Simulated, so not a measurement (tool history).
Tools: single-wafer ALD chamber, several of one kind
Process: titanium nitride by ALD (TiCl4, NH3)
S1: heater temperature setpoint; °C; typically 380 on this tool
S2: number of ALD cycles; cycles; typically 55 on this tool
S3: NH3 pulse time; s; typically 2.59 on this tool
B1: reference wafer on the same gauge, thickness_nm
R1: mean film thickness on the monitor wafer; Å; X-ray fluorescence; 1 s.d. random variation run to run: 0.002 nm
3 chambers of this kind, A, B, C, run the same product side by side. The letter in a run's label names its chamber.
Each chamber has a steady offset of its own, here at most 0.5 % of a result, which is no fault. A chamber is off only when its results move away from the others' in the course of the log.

run 1B hour=6.2 | S1=380 S2=55 S3=2.59 | B1=1.3304 | R1=12.075
run 2C hour=14.7 | S1=380 S2=55 S3=2.59 | B1=1.3307 | R1=12.065
run 3A hour=22.4 | S1=380 S2=55 S3=2.59 | B1=1.3309 | R1=12.054
run 4B hour=30.6 | S1=380 S2=55 S3=2.59 | B1=1.3318 | R1=12.090
run 5A hour=35.7 | S1=380 S2=55 S3=2.59 | B1=1.3320 | R1=12.068
run 6C hour=43.6 | S1=380 S2=55 S3=2.59 | B1=1.3325 | R1=12.091
run 7B hour=52.1 | S1=380 S2=55 S3=2.59 | B1=1.3326 | R1=12.092
run 8A hour=57.2 | S1=380 S2=55 S3=2.59 | B1=1.3333 | R1=12.036
run 9C hour=64.3 | S1=380 S2=55 S3=2.59 | B1=1.3335 | R1=12.096
run 10C hour=71.1 | S1=380 S2=55 S3=2.59 | B1=1.3339 | R1=12.103
run 11A hour=78.3 | S1=380 S2=55 S3=2.59 | B1=1.3342 | R1=12.061
run 12B hour=83.7 | S1=380 S2=55 S3=2.59 | B1=1.3344 | R1=12.117
run 13C hour=88.5 | S1=380 S2=55 S3=2.59 | B1=1.3344 | R1=12.070
run 14A hour=94.9 | S1=380 S2=55 S3=2.59 | B1=1.3347 | R1=12.053
run 15B hour=102.6 | S1=380 S2=55 S3=2.59 | B1=1.3357 | R1=12.122
run 16A hour=110.3 | S1=380 S2=55 S3=2.59 | B1=1.3354 | R1=12.051
run 17C hour=118.5 | S1=380 S2=55 S3=2.59 | B1=1.3361 | R1=12.122
run 18B hour=123.1 | S1=380 S2=55 S3=2.59 | B1=1.3362 | R1=12.171
run 19A hour=131.1 | S1=380 S2=55 S3=2.59 | B1=1.3376 | R1=12.106
run 20B hour=139.3 | S1=380 S2=55 S3=2.59 | B1=1.3374 | R1=12.141
run 21C hour=147.9 | S1=390 S2=46 S3=2.59 | B1=1.3377 | R1=10.218
run 22A hour=156.7 | S1=390 S2=46 S3=2.59 | B1=1.3383 | R1=10.213
run 23C hour=161.4 | S1=390 S2=46 S3=2.59 | B1=1.3386 | R1=10.215

All chambers now run identical settings, listed one chamber a line with results as question marks. What results will each chamber show?
run 24A hour=167.8 | S1=380 S2=55 S3=1.77 | R1=?
run 24B hour=167.8 | S1=380 S2=55 S3=1.77 | R1=?
run 24C hour=167.8 | S1=380 S2=55 S3=1.77 | R1=?

run=24A R1=11.858
run=24B R1=11.910
run=24C R1=11.871
